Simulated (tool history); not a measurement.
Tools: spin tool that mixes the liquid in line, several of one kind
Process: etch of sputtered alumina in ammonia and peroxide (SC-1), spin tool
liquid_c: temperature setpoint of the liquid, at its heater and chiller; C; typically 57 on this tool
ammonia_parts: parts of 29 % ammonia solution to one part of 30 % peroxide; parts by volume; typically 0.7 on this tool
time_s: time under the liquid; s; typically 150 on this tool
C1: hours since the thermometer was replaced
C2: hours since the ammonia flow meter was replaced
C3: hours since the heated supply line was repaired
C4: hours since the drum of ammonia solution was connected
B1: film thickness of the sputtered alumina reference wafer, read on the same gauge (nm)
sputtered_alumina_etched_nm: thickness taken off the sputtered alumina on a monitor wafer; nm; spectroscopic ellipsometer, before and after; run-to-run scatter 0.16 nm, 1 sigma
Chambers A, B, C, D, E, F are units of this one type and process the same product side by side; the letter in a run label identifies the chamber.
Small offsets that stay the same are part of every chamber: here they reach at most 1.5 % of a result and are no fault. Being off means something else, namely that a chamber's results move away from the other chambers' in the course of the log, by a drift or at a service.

Run 1D, hour 10.2: usual settings; C1 493.6; C2 119.2; C3 2668.8; C4 903.6; B1 39.996. Result: sputtered_alumina_etched_nm 16.853 nm.
Run 2C, hour 18.2: usual settings; C1 2631; C2 1186.2; C3 2589.4; C4 577.2; B1 39.99. Result: sputtered_alumina_etched_nm 17.21 nm.
At hour 19.8: chamber B: new drum of ammonia solution connected.
Run 3A, hour 25.1: usual settings; C1 487.2; C2 262.8; C3 826.6; C4 609.4; B1 39.999. Result: sputtered_alumina_etched_nm 17.43 nm.
Run 4B, hour 32.5: usual settings; C1 732.4; C2 510.9; C3 1021.4; C4 12.7; B1 40.001. Result: sputtered_alumina_etched_nm 17.234 nm.
Run 5E, hour 45.2: usual settings; C1 1273.3; C2 346.7; C3 352.1; C4 112.7; B1 40.006. Result: sputtered_alumina_etched_nm 17.054 nm.
Run 6F, hour 55.1: usual settings but time_s 215 s; C1 381.3; C2 375.9; C3 2035.7; C4 121.7; B1 40.004. Result: sputtered_alumina_etched_nm 24.762 nm.
At hour 65.9: chamber E: thermometer replaced.
Run 7E, hour 66.7: usual settings but time_s 215 s; C1 0.8; C2 368.2; C3 373.6; C4 134.2; B1 40.005. Result: sputtered_alumina_etched_nm 24.683 nm.
At hour 76.5: chamber D: heated supply line repaired.
Run 8C, hour 78.7: usual settings but time_s 215 s; C1 2691.5; C2 1246.7; C3 2649.9; C4 637.7; B1 39.996. Result: sputtered_alumina_etched_nm 24.918 nm.
Run 9D, hour 89.6: usual settings but time_s 215 s; C1 573; C2 198.6; C3 13.2; C4 983; B1 40.02. Result: sputtered_alumina_etched_nm 24.104 nm.
Run 10A, hour 102.7: usual settings but time_s 215 s; C1 564.8; C2 340.4; C3 904.2; C4 687; B1 39.985. Result: sputtered_alumina_etched_nm 24.954 nm.
Run 11B, hour 116.4: usual settings but time_s 215 s; C1 816.3; C2 594.8; C3 1105.3; C4 96.6; B1 40.02. Result: sputtered_alumina_etched_nm 24.446 nm.
Run 12F, hour 127: usual settings; C1 453.2; C2 447.8; C3 2107.6; C4 193.6; B1 39.997. Result: sputtered_alumina_etched_nm 17.337 nm.
Run 13C, hour 134.5: usual settings; C1 2747.3; C2 1302.5; C3 2705.7; C4 693.5; B1 40.006. Result: sputtered_alumina_etched_nm 17.087 nm.
At hour 137: chamber E: new drum of ammonia solution connected.
At hour 138: chamber D: new drum of ammonia solution connected.
Run 14A, hour 149.1: usual settings but liquid_c 65 C, ammonia_parts 0.9 parts by volume; C1 611.2; C2 386.8; C3 950.6; C4 733.4; B1 40.008. Result: sputtered_alumina_etched_nm 26.265 nm.
Run 15F, hour 156.5: usual settings but liquid_c 65 C, ammonia_parts 0.9 parts by volume; C1 482.7; C2 477.3; C3 2137.1; C4 223.1; B1 40. Result: sputtered_alumina_etched_nm 26.971 nm.
At hour 156.7: chamber D: thermometer replaced.
Run 16D, hour 170.3: usual settings but liquid_c 65 C, ammonia_parts 0.9 parts by volume; C1 13.7; C2 279.3; C3 93.9; C4 32.3; B1 40.009. Result: sputtered_alumina_etched_nm 26.745 nm.
At hour 175.5: chamber A: new drum of ammonia solution connected.
Run 17E, hour 185.1: usual settings but liquid_c 65 C, ammonia_parts 0.9 parts by volume; C1 119.2; C2 486.6; C3 492; C4 48.1; B1 39.98. Result: sputtered_alumina_etched_nm 26.29 nm.
Run 18B, hour 192.2: usual settings but liquid_c 65 C, ammonia_parts 0.9 parts by volume; C1 892.1; C2 670.6; C3 1181.1; C4 172.4; B1 40.003. Result: sputtered_alumina_etched_nm 26.203 nm.
Run 19D, hour 201.1: usual settings but liquid_c 65 C, ammonia_parts 0.9 parts by volume; C1 44.5; C2 310.1; C3 124.7; C4 63.1; B1 39.967. Result: sputtered_alumina_etched_nm 25.801 nm.
At hour 208.6: chamber C: thermometer replaced.
Run 20C, hour 214.7: usual settings; C1 6.2; C2 1382.7; C3 2785.9; C4 773.7; B1 39.98. Result: sputtered_alumina_etched_nm 16.987 nm.
Run 21F, hour 227.7: usual settings; C1 553.9; C2 548.5; C3 2208.3; C4 294.3; B1 39.985. Result: sputtered_alumina_etched_nm 16.956 nm.
Run 22E, hour 237: usual settings; C1 171.1; C2 538.5; C3 543.9; C4 100; B1 40.007. Result: sputtered_alumina_etched_nm 17.204 nm.
Run 23A, hour 247.7: usual settings; C1 709.8; C2 485.4; C3 1049.2; C4 72.2; B1 40.008. Result: sputtered_alumina_etched_nm 17.306 nm.
Run 24B, hour 259: usual settings; C1 958.9; C2 737.4; C3 1247.9; C4 239.2; B1 40.003. Result: sputtered_alumina_etched_nm 17.098 nm.
Run 25F, hour 267.5: usual settings; C1 593.7; C2 588.3; C3 2248.1; C4 334.1; B1 39.996. Result: sputtered_alumina_etched_nm 17.58 nm.
Run 26C, hour 280.7: usual settings; C1 72.2; C2 1448.7; C3 2851.9; C4 839.7; B1 40.001. Result: sputtered_alumina_etched_nm 17.139 nm.
Run 27A, hour 288.8: usual settings; C1 750.9; C2 526.5; C3 1090.3; C4 113.3; B1 39.985. Result: sputtered_alumina_etched_nm 17.031 nm.
At hour 291.8: chamber E: heated supply line repaired.
Run 28E, hour 299.8: usual settings but time_s 210 s; C1 233.9; C2 601.3; C3 8.1; C4 162.8; B1 40.004. Result: sputtered_alumina_etched_nm 23.589 nm.
At hour 302.9: chamber C: heated supply line repaired.
Run 29D, hour 311.8: usual settings but time_s 210 s; C1 155.2; C2 420.8; C3 235.4; C4 173.8; B1 40.017. Result: sputtered_alumina_etched_nm 24.158 nm.
At hour 314.9: chamber C: new drum of ammonia solution connected.
At hour 317.9: chamber E: new drum of ammonia solution connected.
Run 30B, hour 324.1: usual settings but time_s 210 s; C1 1024; C2 802.5; C3 1313; C4 304.3; B1 39.988. Result: sputtered_alumina_etched_nm 24.284 nm.
Run 31D, hour 333.9: usual settings but time_s 210 s; C1 177.3; C2 442.9; C3 257.5; C4 195.9; B1 39.982. Result: sputtered_alumina_etched_nm 24.077 nm.
Run 32C, hour 341.8: usual settings but time_s 210 s; C1 133.3; C2 1509.8; C3 39; C4 27; B1 39.975. Result: sputtered_alumina_etched_nm 24.15 nm.
Run 33A, hour 354.9: usual settings but time_s 210 s; C1 817; C2 592.6; C3 1156.4; C4 179.4; B1 39.97. Result: sputtered_alumina_etched_nm 23.981 nm.
Run 34E, hour 362.5: usual settings; C1 296.6; C2 664; C3 70.8; C4 44.6; B1 39.987. Result: sputtered_alumina_etched_nm 17.386 nm.
Run 35B, hour 370.6: usual settings; C1 1070.5; C2 849; C3 1359.5; C4 350.8; B1 40.019. Result: sputtered_alumina_etched_nm 17.144 nm.
Run 36F, hour 384.6: usual settings but ammonia_parts 0.85 parts by volume, time_s 180 s; C1 710.8; C2 705.4; C3 2365.2; C4 451.2; B1 40.028. Result: sputtered_alumina_etched_nm 20.757 nm.
Run 37D, hour 391.1: usual settings but ammonia_parts 0.85 parts by volume, time_s 180 s; C1 234.5; C2 500.1; C3 314.7; C4 253.1; B1 39.992. Result: sputtered_alumina_etched_nm 20.748 nm.
Run 38E, hour 405.3: usual settings but ammonia_parts 0.85 parts by volume, time_s 180 s; C1 339.4; C2 706.8; C3 113.6; C4 87.4; B1 40.014. Result: sputtered_alumina_etched_nm 20.527 nm.
Run 39A, hour 415.2: usual settings but ammonia_parts 0.85 parts by volume, time_s 180 s; C1 877.3; C2 652.9; C3 1216.7; C4 239.7; B1 40.008. Result: sputtered_alumina_etched_nm 20.815 nm.

Is one chamber out of step, is the gauge drifting, or do the chambers differ by no more than their own small offsets? For an off chamber, give its letter and the likeliest cause.

The fleet is healthy, with each chamber sitting at its usual small offset and no drift in the gauge.
